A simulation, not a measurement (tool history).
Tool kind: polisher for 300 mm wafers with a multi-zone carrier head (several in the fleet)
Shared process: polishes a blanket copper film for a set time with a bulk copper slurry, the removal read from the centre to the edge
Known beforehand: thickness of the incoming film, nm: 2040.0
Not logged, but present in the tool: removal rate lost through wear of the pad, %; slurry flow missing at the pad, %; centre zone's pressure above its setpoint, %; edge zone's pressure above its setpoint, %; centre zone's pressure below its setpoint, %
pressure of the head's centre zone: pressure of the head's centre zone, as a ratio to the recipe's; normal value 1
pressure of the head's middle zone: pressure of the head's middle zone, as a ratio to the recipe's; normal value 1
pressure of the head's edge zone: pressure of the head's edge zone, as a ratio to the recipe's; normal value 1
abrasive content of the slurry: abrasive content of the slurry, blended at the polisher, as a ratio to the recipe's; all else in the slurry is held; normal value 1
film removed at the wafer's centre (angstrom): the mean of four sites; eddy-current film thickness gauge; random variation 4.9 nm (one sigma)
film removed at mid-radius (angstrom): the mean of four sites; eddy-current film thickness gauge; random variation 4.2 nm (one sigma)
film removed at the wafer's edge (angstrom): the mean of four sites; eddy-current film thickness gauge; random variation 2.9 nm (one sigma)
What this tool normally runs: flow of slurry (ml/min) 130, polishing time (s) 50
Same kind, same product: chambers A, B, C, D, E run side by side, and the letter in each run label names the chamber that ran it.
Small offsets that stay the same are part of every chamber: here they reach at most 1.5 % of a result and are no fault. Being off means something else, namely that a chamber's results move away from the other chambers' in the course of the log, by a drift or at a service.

run	hour	flow of slurry (ml/min)	pressure of the head's centre zone	pressure of the head's middle zone	pressure of the head's edge zone	abrasive content of the slurry	polishing time (s)	wafers polished on this pad	hours since the slurry nozzle was cleaned	hours since the centre zone pressure was calibrated	hours since the edge zone pressure was calibrated	film removed at the wafer's centre (angstrom)	film removed at mid-radius (angstrom)	film removed at the wafer's edge (angstrom)
# hour 4.6: chamber A: edge zone pressure recalibrated
1E	6	130	1	1	1	1	50	529	322.5	658.8	118.2	3772	3622	3658.5
# hour 9.9: chamber B: worn pad replaced by a new one
2C	14.1	130	1	1	1	1	50	163	197.6	326.4	58.7	3797.7	3749	3691.4
3B	20.5	130	1	1	1	1	50	100	386.9	253.3	35.1	3771	3688	3600.4
4A	31.1	130	1	1	1	1	50	611	73.4	237.7	26.6	3688.8	3695	3704
5D	37.5	130	1	1	1	1	50	1059	726.6	434.3	276.4	3668.5	3611.8	3654.4
# hour 47.1: chamber D: centre zone pressure recalibrated
6D	48.2	130	1	1	1	1	50	1160	737.3	1.1	287.1	3735.2	3696.6	3677.5
7B	57.7	130	1	1.07	1.11	1	50	453	424.1	290.5	72.3	3711.6	3989.7	3842.2
8A	64	130	1	1.07	1.11	1	50	923	106.3	270.6	59.5	3701.2	3890.8	3908.8
# hour 65.5: chamber D: worn pad replaced by a new one
# hour 73.2: chamber D: slurry nozzle cleaned
9C	73.9	130	1	1.07	1.11	1	50	730	257.4	386.2	118.5	3751.8	3923.4	3883.4
# hour 83.6: chamber E: slurry nozzle cleaned
10E	85.4	130	1	1.07	1.11	1	50	1282	1.8	738.2	197.6	3728.6	3876	3841.6
# hour 88.3: chamber E: worn pad replaced by a new one
11C	92.5	130	1	1.07	1.11	1	50	906	276	404.8	137.1	3705.6	3926.1	3879.1
12B	105.1	130	1	1	1	1	50	903	471.5	337.9	119.7	3571.4	3745.5	3633.9
13E	112.3	130	1	1	1	1	50	227	28.7	765.1	224.5	3709.6	3735.1	3646.8
# hour 113.8: chamber C: slurry nozzle cleaned
14D	119.7	130	1	1	1	1	50	514	46.6	72.6	358.6	3700.2	3650.7	3704.6
# hour 128.7: chamber C: worn pad replaced by a new one
15A	130.8	130	1	1.11	1	1	50	1557	173.1	337.4	126.3	3634	3995.2	3710.7
# hour 133.1: chamber C: centre zone pressure recalibrated
16D	138.4	130	1	1.11	1	1	50	691	65.3	91.3	377.3	3662.3	4122	3623.3
# hour 141.2: chamber B: worn pad replaced by a new one
17B	147.6	130	1	1.11	1	1	50	61	514	380.4	162.2	3753.8	4127.8	3640.9
18A	154.8	130	1	1.11	1	1	50	1784	197.1	361.4	150.3	3595.7	3986.6	3691.1
19E	163.9	130	1	1.11	1	1	50	717	80.3	816.7	276.1	3654.6	4005	3700.2
20C	170.6	175	1.11	1	1	1	50	398	56.9	37.5	215.2	4383.3	3898.6	3846.3
21D	182.4	175	1.11	1	1	1	50	1108	109.3	135.3	421.3	4427.4	3983.6	3821.5
22B	194.5	175	1.11	1	1	1	50	506	560.9	427.3	209.1	4400.4	3929.3	3784.8
23C	203	175	1.11	1	1	1	50	705	89.3	69.9	247.6	4369.2	3870.1	3851.7
24A	215.1	175	1.11	1	1	1	50	2356	257.4	421.7	210.6	4187.9	3716.2	3688.9
# hour 215.7: chamber E: worn pad replaced by a new one
25E	223.5	130	1	1	1	1	50	74	139.9	876.3	335.7	3679.8	3675	3637.8
# hour 230.7: chamber D: worn pad replaced by a new one
26C	233.4	130	1	1	1	1	50	993	119.7	100.3	278	3784.7	3716.6	3751.5
# hour 239: chamber B: slurry nozzle cleaned
27D	241.5	130	1	1	1	1	50	103	168.4	194.4	480.4	3620.9	3693.4	3691.4
# hour 244.7: chamber B: centre zone pressure recalibrated
28B	250.4	130	1	1	1	1	50	1036	11.4	5.8	265	3743.4	3691.9	3651.2
29E	262.3	130	1	1	1	1	50	442	178.7	915.1	374.5	3721.3	3677.5	3676.4
# hour 263.6: chamber C: worn pad replaced by a new one
# hour 265.4: chamber A: slurry nozzle cleaned
30A	271.7	130	1	1	1	1	50	2893	6.3	478.3	267.2	3461.6	3436.8	3461.6
# hour 272.7: chamber B: worn pad replaced by a new one
# hour 283.9: chamber A: centre zone pressure recalibrated
31B	284.7	130	1	1	1	1	50	114	45.7	40.1	299.3	3667.8	3705.6	3663.9
32A	296.9	130	1	1	1	1	50	3132	31.5	13	292.4	3438.3	3367.4	3420.6
33D	309.3	175	1.06	1	1	1	50	746	236.2	262.2	548.2	4209	3861.6	3792.5
34C	319.4	175	1.06	1	1	1	50	529	205.7	186.3	364	4182	3945.5	3829.2
35E	329.4	175	1.06	1	1	1	50	1078	245.8	982.2	441.6	4071.2	3802.2	3894.6
36E	339.3	175	1.06	1	1	1	50	1172	255.7	992.1	451.5	4083.6	3873.2	3785.3

Which is it: a chamber that has drifted or been left off by a service, a gauge drift common to all chambers, or only each chamber's usual small offset? If a chamber is off, name it and its likeliest cause.

It is chamber A that slowly wanders off from its peers.
What lies behind it: removal rate lost through wear of the pad, % = 9.81.

Chamber A could run next with any of the 4 candidate recipes listed below; each alters the usual settings, and their results appear as question marks. Which one brings its results back in line with what the other chambers deliver on the usual settings?
In line here means within this much of the mean the other chambers give on the usual settings: film removed at the wafer's centre (angstrom) 170; film removed at mid-radius (angstrom) 150; film removed at the wafer's edge (angstrom) 100
37A-1	349	125	0.99	0.99	1	1	46					?	?	?
37A-2	349	135	1.01	1.01	1	1	54					?	?	?
37A-3	349	135	1.01	1.02	0.99	1.05	60					?	?	?
37A-4	349	125	0.99	0.98	1	1	42					?	?	?

What the other chambers average on the usual settings: film removed at the wafer's centre (angstrom) 3665.1; film removed at mid-radius (angstrom) 3678.5; film removed at the wafer's edge (angstrom) 3658.9
run	film removed at the wafer's centre (angstrom)	film removed at mid-radius (angstrom)	film removed at the wafer's edge (angstrom)
37A-1	2986.3	2998.3	3062.8
37A-2	3655.7	3646.1	3638.4
37A-3	4104.7	4130.6	4063.2
37A-4	2726.5	2712.5	2796.9
The right change is 37A-2: it brings the chamber back within the allowed miss of the others.
